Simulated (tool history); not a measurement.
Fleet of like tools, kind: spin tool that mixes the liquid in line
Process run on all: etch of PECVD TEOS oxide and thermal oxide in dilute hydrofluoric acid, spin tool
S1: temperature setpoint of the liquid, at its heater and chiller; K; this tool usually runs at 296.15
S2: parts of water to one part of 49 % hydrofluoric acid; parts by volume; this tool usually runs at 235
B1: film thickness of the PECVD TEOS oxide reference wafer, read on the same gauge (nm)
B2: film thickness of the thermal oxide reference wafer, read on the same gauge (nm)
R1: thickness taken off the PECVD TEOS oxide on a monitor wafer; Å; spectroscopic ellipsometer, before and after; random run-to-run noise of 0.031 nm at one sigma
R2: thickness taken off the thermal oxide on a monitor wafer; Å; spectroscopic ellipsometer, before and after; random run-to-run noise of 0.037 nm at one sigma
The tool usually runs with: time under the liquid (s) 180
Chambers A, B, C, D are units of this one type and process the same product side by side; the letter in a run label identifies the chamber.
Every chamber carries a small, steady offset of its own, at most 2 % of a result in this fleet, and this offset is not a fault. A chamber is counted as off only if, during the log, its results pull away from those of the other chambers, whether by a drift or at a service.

{"run": "1C", "hour": 12.7, "S1": 296.15, "S2": 235, "time under the liquid (s)": 180, "B1": 49.976, "B2": 110.03, "R1": 54.766, "R2": 28.929}
{"run": "2A", "hour": 19.8, "S1": 296.15, "S2": 235, "time under the liquid (s)": 180, "B1": 50.018, "B2": 110.0, "R1": 54.621, "R2": 29.031}
{"run": "3D", "hour": 30.1, "S1": 296.15, "S2": 235, "time under the liquid (s)": 180, "B1": 50.06, "B2": 110.01, "R1": 54.251, "R2": 29.394}
{"run": "4B", "hour": 40.6, "S1": 296.15, "S2": 235, "time under the liquid (s)": 180, "B1": 50.025, "B2": 109.99, "R1": 53.66, "R2": 28.641}
{"run": "5A", "hour": 53.1, "S1": 296.15, "S2": 235, "time under the liquid (s)": 180, "B1": 50.0, "B2": 109.98, "R1": 54.242, "R2": 28.786}
{"run": "6D", "hour": 66.1, "S1": 296.15, "S2": 235, "time under the liquid (s)": 180, "B1": 50.0, "B2": 109.97, "R1": 54.24, "R2": 28.562}
{"run": "7C", "hour": 73.5, "S1": 296.15, "S2": 235, "time under the liquid (s)": 180, "B1": 49.98, "B2": 110.02, "R1": 54.677, "R2": 29.404}
{"hour": 76.1, "done": "chamber D: thermometer replaced"}
{"run": "8B", "hour": 80.5, "S1": 296.15, "S2": 235, "time under the liquid (s)": 180, "B1": 49.972, "B2": 109.99, "R1": 54.129, "R2": 30.084}
{"run": "9C", "hour": 93.3, "S1": 296.15, "S2": 235, "time under the liquid (s)": 180, "B1": 49.99, "B2": 109.98, "R1": 54.387, "R2": 28.65}
{"run": "10A", "hour": 106.6, "S1": 296.15, "S2": 235, "time under the liquid (s)": 180, "B1": 50.048, "B2": 110.0, "R1": 53.677, "R2": 28.77}
{"run": "11B", "hour": 116.5, "S1": 296.15, "S2": 235, "time under the liquid (s)": 180, "B1": 49.995, "B2": 109.98, "R1": 54.7, "R2": 29.455}
{"run": "12D", "hour": 127.8, "S1": 296.15, "S2": 140, "time under the liquid (s)": 250, "B1": 50.02, "B2": 110.04, "R1": 142.2, "R2": 77.22}
{"run": "13C", "hour": 137.1, "S1": 296.15, "S2": 140, "time under the liquid (s)": 250, "B1": 49.968, "B2": 110.0, "R1": 138.04, "R2": 74.156}
{"run": "14A", "hour": 144.6, "S1": 296.15, "S2": 140, "time under the liquid (s)": 250, "B1": 50.041, "B2": 110.0, "R1": 138.93, "R2": 74.324}
{"run": "15B", "hour": 153.3, "S1": 296.15, "S2": 140, "time under the liquid (s)": 250, "B1": 49.98, "B2": 109.99, "R1": 137.92, "R2": 75.086}
{"run": "16D", "hour": 161.9, "S1": 296.15, "S2": 235, "time under the liquid (s)": 180, "B1": 50.014, "B2": 109.98, "R1": 54.783, "R2": 28.968}
{"run": "17D", "hour": 174.4, "S1": 296.15, "S2": 235, "time under the liquid (s)": 180, "B1": 49.984, "B2": 110.01, "R1": 54.509, "R2": 28.476}
{"run": "18A", "hour": 183.8, "S1": 296.15, "S2": 340, "time under the liquid (s)": 180, "B1": 50.014, "B2": 110.0, "R1": 34.241, "R2": 18.113}
{"hour": 187.7, "done": "chamber C: thermometer replaced"}
{"run": "19B", "hour": 192.4, "S1": 296.15, "S2": 340, "time under the liquid (s)": 180, "B1": 50.02, "B2": 110.04, "R1": 34.124, "R2": 18.504}
{"run": "20C", "hour": 200.0, "S1": 296.15, "S2": 340, "time under the liquid (s)": 180, "B1": 49.978, "B2": 110.0, "R1": 34.433, "R2": 17.871}
{"run": "21C", "hour": 211.1, "S1": 296.15, "S2": 340, "time under the liquid (s)": 180, "B1": 49.97, "B2": 109.98, "R1": 34.048, "R2": 17.889}
{"run": "22D", "hour": 218.4, "S1": 296.15, "S2": 235, "time under the liquid (s)": 180, "B1": 49.995, "B2": 110.02, "R1": 54.48, "R2": 28.999}
{"run": "23B", "hour": 229.9, "S1": 296.15, "S2": 235, "time under the liquid (s)": 180, "B1": 49.992, "B2": 110.01, "R1": 54.271, "R2": 29.69}
{"run": "24A", "hour": 241.6, "S1": 296.15, "S2": 235, "time under the liquid (s)": 180, "B1": 49.976, "B2": 110.04, "R1": 54.138, "R2": 28.902}
{"run": "25B", "hour": 248.6, "S1": 296.15, "S2": 235, "time under the liquid (s)": 180, "B1": 49.975, "B2": 110.01, "R1": 53.83, "R2": 29.776}

What goes on in this fleet: one chamber off, a drifting gauge, or nothing beyond the chambers' own small offsets? Name the chamber and the cause, if any.

Nothing is wrong: each chamber keeps only its own small, steady offset and the gauge holds still.

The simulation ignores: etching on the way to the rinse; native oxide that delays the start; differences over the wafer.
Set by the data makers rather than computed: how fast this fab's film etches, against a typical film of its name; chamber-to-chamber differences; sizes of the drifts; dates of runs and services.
